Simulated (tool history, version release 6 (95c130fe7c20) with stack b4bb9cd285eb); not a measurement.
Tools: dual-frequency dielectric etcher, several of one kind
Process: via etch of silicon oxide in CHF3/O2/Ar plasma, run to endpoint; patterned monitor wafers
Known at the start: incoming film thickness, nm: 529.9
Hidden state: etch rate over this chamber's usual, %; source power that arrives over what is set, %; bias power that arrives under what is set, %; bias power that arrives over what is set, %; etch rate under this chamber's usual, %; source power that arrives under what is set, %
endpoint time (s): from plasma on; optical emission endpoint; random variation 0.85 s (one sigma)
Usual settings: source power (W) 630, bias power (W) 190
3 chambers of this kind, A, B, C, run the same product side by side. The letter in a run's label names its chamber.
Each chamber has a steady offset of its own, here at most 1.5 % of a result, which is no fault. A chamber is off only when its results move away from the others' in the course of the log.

| run | day | source power (W) | bias power (W) | hours since the last wet clean | hours since the last source power generator calibration | hours since the last bias power generator calibration | endpoint time (s) |
|---|---|---|---|---|---|---|---|
| 1A | 0.417 | 630 | 190 | 108 | 1313.4 | 1358.3 | 259.76 |
| 2B | 0.667 | 630 | 190 | 514.3 | 2533 | 1632 | 261.08 |
| 3C | 0.85 | 630 | 190 | 118.6 | 2750.2 | 339.5 | 257.81 |
| 4A | 1.088 | 630 | 190 | 124.1 | 1329.5 | 1374.4 | 258.13 |
| 5B | 1.271 | 540 | 235 | 528.8 | 2547.5 | 1646.5 | 254.98 |
| 6C | 1.538 | 540 | 235 | 135.1 | 2766.7 | 356 | 254.66 |
| 7A | 1.938 | 540 | 235 | 144.5 | 1349.9 | 1394.8 | 257.6 |
| 8C | 2.338 | 630 | 190 | 154.3 | 2785.9 | 375.2 | 258.12 |
| 9B | 2.662 | 630 | 190 | 562.2 | 2580.9 | 1679.9 | 261.02 |
| 10C | 3.021 | 630 | 190 | 170.7 | 2802.3 | 391.6 | 258.5 |
| 11A | 3.338 | 630 | 190 | 178.1 | 1383.5 | 1428.4 | 259.21 |
| 12B | 3.671 | 700 | 160 | 586.4 | 2605.1 | 1704.1 | 265.88 |
| 13A | 4.004 | 700 | 160 | 194.1 | 1399.5 | 1444.4 | 262.54 |
| 14C | 4.342 | 700 | 160 | 202.4 | 2834 | 423.3 | 263.91 |
| 15B | 4.583 | 510 | 190 | 608.3 | 2627 | 1726 | 284.07 |
| 16B | 4.912 | 510 | 190 | 616.2 | 2634.9 | 1733.9 | 283.06 |
| 17C | 5.283 | 510 | 190 | 225 | 2856.6 | 445.9 | 283.98 |
| 18A | 5.488 | 560 | 149 | 229.7 | 1435.1 | 1480 | 292.79 |
| 19C | 5.758 | 560 | 149 | 236.4 | 2868 | 457.3 | 296.76 |
| 20B | 6.121 | 560 | 149 | 645.2 | 2663.9 | 1762.9 | 294.83 |
| 21A | 6.454 | 630 | 190 | 252.9 | 1458.3 | 1503.2 | 258.22 |
| 22B | 6.667 | 630 | 190 | 658.3 | 2677 | 1776 | 261.3 |
| 23C | 6.9 | 630 | 190 | 263.8 | 2895.4 | 484.7 | 263.92 |
| 24A | 7.233 | 630 | 190 | 271.6 | 1477 | 1521.9 | 258.28 |
| 25C | 7.621 | 550 | 190 | 281.1 | 2912.7 | 502 | 278.74 |
| 26A | 7.929 | 550 | 190 | 288.3 | 1493.7 | 1538.6 | 271.54 |
| 27B | 8.167 | 550 | 190 | 694.3 | 2713 | 1812 | 274.23 |
| 28B | 8.517 | 630 | 190 | 702.7 | 2721.4 | 1820.4 | 261.74 |
| 29C | 8.925 | 680 | 190 | 312.4 | 2944 | 533.3 | 259.64 |
| 30A | 9.171 | 680 | 190 | 318.1 | 1523.5 | 1568.4 | 252.96 |
|  | 9.433 | chamber B: wet clean of the chamber |
| 31B | 9.454 | 680 | 190 | 0.5 | 2743.9 | 1842.9 | 254.23 |
| 32A | 9.692 | 750 | 164 | 330.6 | 1536 | 1580.9 | 254.1 |

What goes on in this fleet: one chamber off, a drifting gauge, or nothing beyond the chambers' own small offsets? Name the chamber and the cause, if any.

Chamber C drifts away from the others.
Cause: etch rate under this chamber's usual, % = 3.64.

Here are 4 candidates for chamber C's next run, each the usual settings with a change, their results left as question marks. Which one brings its results back in line with what the others give on the usual settings?
In line means no further than this from the other chambers' mean on the usual settings: endpoint time (s) 3
| 33C-1 | 9.992 | 660 | 197 |  |  |  | ? |
| 33C-2 | 9.992 | 640 | 192 |  |  |  | ? |
| 33C-3 | 9.992 | 620 | 188 |  |  |  | ? |
| 33C-4 | 9.992 | 600 | 183 |  |  |  | ? |

The other chambers' mean on the usual settings: endpoint time (s) 260.13
| run | endpoint time (s) |
|---|---|
| 33C-1 | 260.35 |
| 33C-2 | 265.74 |
| 33C-3 | 270.92 |
| 33C-4 | 276.86 |
33C-1 brings the chamber back in line.

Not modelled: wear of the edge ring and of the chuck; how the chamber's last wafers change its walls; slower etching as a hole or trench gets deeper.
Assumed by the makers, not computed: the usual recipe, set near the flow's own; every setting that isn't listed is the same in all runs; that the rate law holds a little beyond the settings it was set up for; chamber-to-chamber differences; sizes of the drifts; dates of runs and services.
